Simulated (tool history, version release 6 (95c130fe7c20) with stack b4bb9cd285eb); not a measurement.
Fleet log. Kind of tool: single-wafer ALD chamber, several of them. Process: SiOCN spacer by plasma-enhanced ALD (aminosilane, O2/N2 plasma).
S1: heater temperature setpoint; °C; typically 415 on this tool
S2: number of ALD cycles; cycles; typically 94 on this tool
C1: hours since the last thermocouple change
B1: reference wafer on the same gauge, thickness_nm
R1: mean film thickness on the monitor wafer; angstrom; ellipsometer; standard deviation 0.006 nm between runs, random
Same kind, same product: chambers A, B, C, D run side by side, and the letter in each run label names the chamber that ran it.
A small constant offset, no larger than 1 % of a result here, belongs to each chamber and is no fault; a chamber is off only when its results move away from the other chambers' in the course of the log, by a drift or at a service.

{"run": "1A", "hour": 6.0, "S1": 415, "S2": 94, "C1": 1026.1, "B1": 6.4107, "R1": 53.944}
{"run": "2B", "hour": 9.8, "S1": 415, "S2": 94, "C1": 976.6, "B1": 6.4081, "R1": 54.342}
{"run": "3D", "hour": 14.5, "S1": 415, "S2": 94, "C1": 711.1, "B1": 6.4067, "R1": 53.896}
{"run": "4C", "hour": 19.5, "S1": 415, "S2": 94, "C1": 1413.7, "B1": 6.4085, "R1": 53.527}
{"run": "5B", "hour": 25.2, "S1": 415, "S2": 94, "C1": 992, "B1": 6.4054, "R1": 54.446}
{"run": "6D", "hour": 31.9, "S1": 415, "S2": 94, "C1": 728.5, "B1": 6.4046, "R1": 53.837}
{"run": "7A", "hour": 38.0, "S1": 415, "S2": 81, "C1": 1058.1, "B1": 6.406, "R1": 46.387}
{"run": "8C", "hour": 41.7, "S1": 415, "S2": 81, "C1": 1435.9, "B1": 6.4034, "R1": 46.212}
{"run": "9D", "hour": 45.3, "S1": 415, "S2": 81, "C1": 741.9, "B1": 6.4032, "R1": 46.474}
{"run": "10A", "hour": 49.3, "S1": 415, "S2": 81, "C1": 1069.4, "B1": 6.4036, "R1": 46.361}
{"run": "11C", "hour": 55.2, "S1": 415, "S2": 94, "C1": 1449.4, "B1": 6.401, "R1": 53.459}
{"run": "12B", "hour": 58.7, "S1": 415, "S2": 94, "C1": 1025.5, "B1": 6.4013, "R1": 54.277}
{"run": "13A", "hour": 63.1, "S1": 415, "S2": 94, "C1": 1083.2, "B1": 6.4021, "R1": 53.848}
{"run": "14C", "hour": 68.3, "S1": 415, "S2": 94, "C1": 1462.5, "B1": 6.3991, "R1": 53.592}
{"run": "15B", "hour": 74.8, "S1": 415, "S2": 94, "C1": 1041.6, "B1": 6.3982, "R1": 54.227}
{"run": "16D", "hour": 80.4, "S1": 415, "S2": 94, "C1": 777, "B1": 6.3964, "R1": 53.761}
{"run": "17D", "hour": 87.8, "S1": 415, "S2": 94, "C1": 784.4, "B1": 6.3981, "R1": 53.699}
{"run": "18A", "hour": 93.0, "S1": 415, "S2": 94, "C1": 1113.1, "B1": 6.3947, "R1": 53.88}
{"run": "19B", "hour": 97.2, "S1": 415, "S2": 94, "C1": 1064, "B1": 6.3942, "R1": 54.263}
{"run": "20C", "hour": 101.9, "S1": 415, "S2": 84, "C1": 1496.1, "B1": 6.3924, "R1": 47.842}
{"run": "21C", "hour": 107.8, "S1": 415, "S2": 84, "C1": 1502, "B1": 6.394, "R1": 47.895}
{"run": "22B", "hour": 113.5, "S1": 415, "S2": 84, "C1": 1080.3, "B1": 6.3933, "R1": 48.563}
{"run": "23A", "hour": 116.9, "S1": 415, "S2": 84, "C1": 1137, "B1": 6.393, "R1": 48.023}
{"run": "24D", "hour": 124.1, "S1": 415, "S2": 94, "C1": 820.7, "B1": 6.3916, "R1": 53.707}
{"run": "25A", "hour": 131.3, "S1": 415, "S2": 94, "C1": 1151.4, "B1": 6.3916, "R1": 53.777}
{"run": "26B", "hour": 136.3, "S1": 415, "S2": 94, "C1": 1103.1, "B1": 6.3887, "R1": 54.225}
{"run": "27D", "hour": 143.2, "S1": 415, "S2": 94, "C1": 839.8, "B1": 6.3895, "R1": 53.697}
{"run": "28C", "hour": 147.2, "S1": 415, "S2": 94, "C1": 1541.4, "B1": 6.3883, "R1": 53.555}
{"run": "29A", "hour": 151.1, "S1": 415, "S2": 94, "C1": 1171.2, "B1": 6.3874, "R1": 53.787}
{"run": "30C", "hour": 154.7, "S1": 424, "S2": 107, "C1": 1548.9, "B1": 6.3866, "R1": 59.123}
{"run": "31D", "hour": 161.7, "S1": 424, "S2": 107, "C1": 858.3, "B1": 6.3868, "R1": 59.369}
{"run": "32B", "hour": 167.1, "S1": 424, "S2": 107, "C1": 1133.9, "B1": 6.3877, "R1": 59.688}
{"hour": 170.8, "done": "chamber A: thermocouple changed; heater temperature recalibrated"}
{"run": "33C", "hour": 171.7, "S1": 424, "S2": 107, "C1": 1565.9, "B1": 6.3843, "R1": 59.127}
{"run": "34A", "hour": 175.2, "S1": 415, "S2": 94, "C1": 4.4, "B1": 6.3843, "R1": 53.689}
{"run": "35B", "hour": 181.9, "S1": 415, "S2": 94, "C1": 1148.7, "B1": 6.3811, "R1": 54.063}
{"run": "36D", "hour": 189.1, "S1": 415, "S2": 94, "C1": 885.7, "B1": 6.3808, "R1": 53.653}

Read the log: is a single chamber off, either drifting away or since a service, is the gauge that measures every chamber drifting, or is nothing wrong beyond small per-chamber offsets? Name any odd chamber and what most likely caused it.

Gauge drift. The chambers move together only on paper, and none stands off.
Cause: gauge reads low (%) = 0.456.
